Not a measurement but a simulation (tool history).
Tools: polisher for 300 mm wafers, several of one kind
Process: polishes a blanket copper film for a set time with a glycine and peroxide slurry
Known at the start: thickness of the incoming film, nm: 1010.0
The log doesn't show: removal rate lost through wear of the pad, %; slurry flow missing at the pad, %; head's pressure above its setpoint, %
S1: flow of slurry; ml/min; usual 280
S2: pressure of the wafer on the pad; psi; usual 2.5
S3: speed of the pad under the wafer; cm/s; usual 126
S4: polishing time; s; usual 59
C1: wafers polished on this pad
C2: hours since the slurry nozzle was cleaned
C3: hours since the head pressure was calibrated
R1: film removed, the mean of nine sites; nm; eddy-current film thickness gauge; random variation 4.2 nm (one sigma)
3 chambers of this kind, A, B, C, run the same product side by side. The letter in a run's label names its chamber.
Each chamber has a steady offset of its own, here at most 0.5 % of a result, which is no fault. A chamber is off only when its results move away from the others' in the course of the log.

run,hour,S1,S2,S3,S4,C1,C2,C3,R1
1A,2.0,280,2.5,126,59,390,344.1,251.7,333.05
2B,5.6,280,2.5,126,59,166,54.5,626.8,341.65
# hour 6.5: chamber A: slurry nozzle cleaned
3C,8.2,280,2.5,126,59,1062,743.5,714.1,330.62
4A,12.4,280,2.5,126,59,536,6.0,262.1,335.41
5B,14.8,280,2.5,126,59,296,63.7,636.0,330.65
6C,17.6,280,2.5,126,59,1195,752.9,723.5,321.88
# hour 18.6: chamber C: worn pad replaced by a new one
7B,19.7,280,2.5,126,59,365,68.6,640.9,324.93
8A,22.7,280,2.5,126,59,681,16.3,272.4,332.55
9C,26.7,280,2.5,126,59,114,762.0,732.6,332.55
10C,29.6,280,2.5,126,59,154,764.9,735.5,328.21
11B,32.0,280,2.5,126,59,538,80.9,653.2,327.73
12A,35.0,280,2.5,126,59,854,28.6,284.7,342.01
# hour 37.6: chamber B: worn pad replaced by a new one
13A,39.0,280,2.5,126,59,911,32.6,288.7,339.57
14C,43.0,280,2.5,92,59,343,778.3,748.9,253.34
15B,45.1,280,2.5,92,59,106,94.0,666.3,254.44
16C,47.1,280,2.5,92,59,401,782.4,753.0,259.90
# hour 49.1: chamber A: worn pad replaced by a new one
17B,50.4,280,2.5,126,59,180,99.3,671.6,335.02
18A,53.7,280,2.5,126,59,65,47.3,303.4,336.20
19C,56.0,280,1.7,126,79,526,791.3,761.9,321.52
20B,58.8,280,1.7,126,79,299,107.7,680.0,324.69
21A,62.3,280,1.7,126,79,186,55.9,312.0,326.65
22B,65.3,280,2.5,126,59,390,114.2,686.5,335.20
23C,69.3,280,2.5,126,59,713,804.6,775.2,334.11
24A,72.8,235,2.5,126,59,334,66.4,322.5,329.54
25B,75.4,235,2.5,126,59,532,124.3,696.6,319.08
26C,78.8,235,2.5,126,59,847,814.1,784.7,330.09
# hour 79.6: chamber B: worn pad replaced by a new one
27A,81.2,280,2.5,126,59,452,74.8,330.9,334.76
28B,85.1,280,2.5,126,59,77,134.0,706.3,335.22
29C,87.8,280,2.5,126,59,973,823.1,793.7,325.24
30A,91.1,280,2.5,126,59,591,84.7,340.8,340.56
31B,93.4,280,2.5,126,59,194,142.3,714.6,331.76
32C,97.3,280,2.5,126,59,1107,832.6,803.2,338.31
33A,100.7,280,2.5,126,59,727,94.3,350.4,331.38
34A,103.2,280,2.5,126,59,762,96.8,352.9,336.38
35B,106.9,280,2.5,126,59,384,155.8,728.1,338.49
# hour 107.6: chamber C: slurry nozzle cleaned
36C,111.3,280,2.5,126,59,1304,3.8,817.2,322.24
# hour 113.6: chamber C: worn pad replaced by a new one
37A,115.0,280,2.5,126,59,928,108.6,364.7,339.98
# hour 116.9: chamber B: worn pad replaced by a new one
38C,117.2,280,2.5,126,59,51,9.7,823.1,326.80
39B,120.1,280,2.5,126,59,45,169.0,741.3,330.05
# hour 122.8: chamber A: worn pad replaced by a new one
40A,123.9,280,2.5,126,59,16,117.5,373.6,333.14
41B,128.3,280,2.5,126,59,161,177.2,749.5,330.27
42C,131.2,280,2.5,126,59,248,23.7,837.1,327.92
43C,133.7,280,2.5,126,72,283,26.2,839.6,407.45

All 3 chambers run these settings next. Forecast each chamber's results:
44A,137.0,280,2.5,126,79,,,,?
44B,137.0,280,2.5,126,79,,,,?
44C,137.0,280,2.5,126,79,,,,?

run,R1
44A,453.67
44B,453.52
44C,447.93

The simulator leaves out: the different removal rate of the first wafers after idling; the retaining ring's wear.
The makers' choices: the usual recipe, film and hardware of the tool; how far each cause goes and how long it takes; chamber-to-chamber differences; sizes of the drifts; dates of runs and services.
